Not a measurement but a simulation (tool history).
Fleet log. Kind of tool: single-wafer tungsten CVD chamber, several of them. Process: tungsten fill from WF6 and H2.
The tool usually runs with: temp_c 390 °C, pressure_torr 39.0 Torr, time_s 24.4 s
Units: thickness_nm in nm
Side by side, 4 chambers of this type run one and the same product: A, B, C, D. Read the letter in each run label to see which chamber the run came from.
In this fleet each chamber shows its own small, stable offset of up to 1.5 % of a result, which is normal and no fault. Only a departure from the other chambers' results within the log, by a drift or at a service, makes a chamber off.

run	hour	temp_c	pressure_torr	time_s	hours since the last thermocouple change	hours since the last manometer calibration	read-back reference wafer on the same gauge, thickness_nm	thickness_nm
1A	11.9	390	39.0	24.4	1526.6	967.6	70.701	66.532
2B	24.7	390	39.0	24.4	1038.3	687.9	70.743	67.323
3D	35.1	390	39.0	24.4	1069.3	478.2	70.761	66.705
# hour 36.1: chamber D: thermocouple changed; heater temperature recalibrated
4C	43.8	390	39.0	24.4	304.4	2822.9	70.832	65.929
5C	57.0	390	39.0	24.4	317.6	2836.1	70.875	66.785
6D	64.0	390	39.0	24.4	27.9	507.1	70.774	66.383
7A	75.3	390	39.0	24.4	1590.0	1031.0	70.773	66.679
8B	83.9	390	39.0	24.4	1097.5	747.1	70.772	67.130
9D	92.6	401	30.0	24.4	56.5	535.7	70.728	71.786
10C	105.8	401	30.0	24.4	366.4	2884.9	70.883	72.318
11A	114.4	401	30.0	24.4	1629.1	1070.1	70.747	72.113
12B	123.6	401	30.0	24.4	1137.2	786.8	70.729	72.830
13B	135.4	390	39.0	24.4	1149.0	798.6	70.742	66.531
14A	147.6	390	39.0	27.7	1662.3	1103.3	70.765	75.031
15D	159.3	390	39.0	27.7	123.2	602.4	70.847	75.160
# hour 159.8: chamber C: capacitance manometer re-zeroed and calibrated
16C	165.9	390	39.0	27.7	426.5	6.2	70.710	74.929
17B	178.7	390	39.0	27.7	1192.3	841.9	70.834	74.700
18A	192.7	390	39.0	24.4	1707.4	1148.4	70.736	66.477
19D	202.9	390	39.0	24.4	166.8	646.0	70.838	66.822
20C	209.9	390	39.0	24.4	470.5	50.2	70.808	67.137
21B	216.1	390	48.2	24.4	1229.7	879.3	70.799	71.689
22C	230.2	390	48.2	24.4	490.8	70.5	70.782	73.560
# hour 232.1: chamber A: thermocouple changed; heater temperature recalibrated
23D	239.2	390	48.2	24.4	203.1	682.3	70.824	73.074
24A	253.4	390	48.2	24.4	21.3	1209.1	70.838	73.132
25D	267.3	390	39.0	24.4	231.2	710.4	70.791	66.258
26A	280.3	390	39.0	24.4	48.2	1236.0	70.797	66.377
27B	294.3	390	39.0	24.4	1307.9	957.5	70.721	63.646

Read the log: is a single chamber off, either drifting away or since a service, is the gauge that measures every chamber drifting, or is nothing wrong beyond small per-chamber offsets? Name any odd chamber and what most likely caused it.

Little by little, chamber B moves away from the other chambers.
Likeliest cause: wafer temperature below the value expected at the setpoint (K) = 2.98.

Here are 4 candidates for chamber B's next run, each the usual settings with a change, their results left as question marks. Which one brings its results back in line with what the others give on the usual settings?
A result is in line if it is within this distance of the other chambers' mean on the usual settings: thickness_nm 1.100 nm
28B-1	304.6	390	39.0	23.9				?
28B-2	304.6	388	39.0	24.1				?
28B-3	304.6	390	39.0	25.6				?
28B-4	304.6	390	40.6	24.4				?

On the usual settings, the other chambers give on average: thickness_nm 66.507 nm
run	thickness_nm
28B-1	61.867
28B-2	59.968
28B-3	66.286
28B-4	64.377
28B-3 puts the chamber back in line with the other chambers.

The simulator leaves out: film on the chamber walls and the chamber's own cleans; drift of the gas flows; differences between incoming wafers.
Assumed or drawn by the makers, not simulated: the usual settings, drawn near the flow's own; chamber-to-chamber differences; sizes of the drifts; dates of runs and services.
